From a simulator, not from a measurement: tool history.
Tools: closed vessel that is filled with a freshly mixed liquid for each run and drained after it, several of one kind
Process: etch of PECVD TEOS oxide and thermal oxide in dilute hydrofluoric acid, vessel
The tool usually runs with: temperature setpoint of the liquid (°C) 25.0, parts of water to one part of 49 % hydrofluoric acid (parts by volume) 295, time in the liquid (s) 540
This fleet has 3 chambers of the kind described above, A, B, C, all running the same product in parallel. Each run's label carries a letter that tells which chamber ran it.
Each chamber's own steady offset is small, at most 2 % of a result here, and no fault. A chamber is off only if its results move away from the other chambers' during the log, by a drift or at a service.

| run | hour | temperature setpoint of the liquid (°C) | parts of water to one part of 49 % hydrofluoric acid (parts by volume) | time in the liquid (s) | read-back film thickness of the PECVD TEOS oxide reference wafer, read on the same gauge (nm) | read-back film thickness of the thermal oxide reference wafer, read on the same gauge (nm) | thickness taken off the PECVD TEOS oxide on a monitor wafer (nm) | thickness taken off the thermal oxide on a monitor wafer (nm) |
|---|---|---|---|---|---|---|---|---|
| 1A | 7.6 | 25.0 | 295 | 540 | 49.969 | 110.01 | 15.581 | 7.6675 |
| 2B | 17.1 | 25.0 | 295 | 540 | 50.027 | 109.95 | 15.867 | 7.6071 |
| 3C | 25.7 | 25.0 | 295 | 540 | 50.003 | 110.01 | 15.571 | 7.6238 |
| 4B | 36.4 | 25.0 | 295 | 540 | 49.998 | 110.03 | 15.889 | 7.5851 |
| 5A | 49.6 | 25.0 | 295 | 540 | 50.005 | 110.00 | 15.523 | 7.6546 |
| 6C | 61.3 | 25.0 | 295 | 540 | 49.962 | 110.01 | 15.635 | 7.6648 |
| 7B | 74.3 | 25.0 | 295 | 540 | 50.041 | 110.00 | 15.875 | 7.6112 |
| 8A | 85.3 | 25.0 | 295 | 540 | 50.009 | 110.00 | 15.603 | 7.6302 |
| 9C | 96.5 | 25.0 | 295 | 540 | 49.989 | 109.99 | 15.646 | 7.5987 |
| 10A | 102.8 | 25.0 | 295 | 540 | 50.024 | 109.99 | 15.590 | 7.6374 |
| 11B | 115.9 | 25.0 | 155 | 310 | 49.988 | 109.99 | 20.427 | 9.7363 |
|  | 121.7 | chamber A: thermometer replaced |
| 12C | 126.3 | 25.0 | 155 | 310 | 49.980 | 109.99 | 20.027 | 9.8185 |
| 13B | 133.9 | 25.0 | 155 | 310 | 50.032 | 110.01 | 20.465 | 9.7037 |
| 14A | 146.3 | 25.0 | 295 | 540 | 50.031 | 109.99 | 15.531 | 7.7010 |
| 15C | 158.0 | 25.0 | 295 | 540 | 50.023 | 110.00 | 15.585 | 7.6160 |
| 16C | 167.7 | 25.0 | 295 | 540 | 49.981 | 110.00 | 15.607 | 7.6556 |
| 17B | 175.0 | 25.0 | 295 | 540 | 50.015 | 110.01 | 15.870 | 7.5730 |
| 18A | 185.3 | 25.0 | 295 | 540 | 49.996 | 109.99 | 15.638 | 7.6758 |
| 19B | 193.1 | 20.5 | 295 | 645 | 49.991 | 109.99 | 16.158 | 7.7296 |
| 20C | 204.7 | 20.5 | 295 | 645 | 50.026 | 110.02 | 15.778 | 7.8373 |
| 21A | 217.6 | 20.5 | 295 | 645 | 49.969 | 110.00 | 15.831 | 7.8111 |

Has any chamber moved away from the others, gradually or after a service, or does the common gauge drift, or do the chambers differ only by their own small steady offsets? State the chamber and the most likely cause if one applies.

All chambers stay in line apart from their small fixed offsets, and the gauge does not drift.
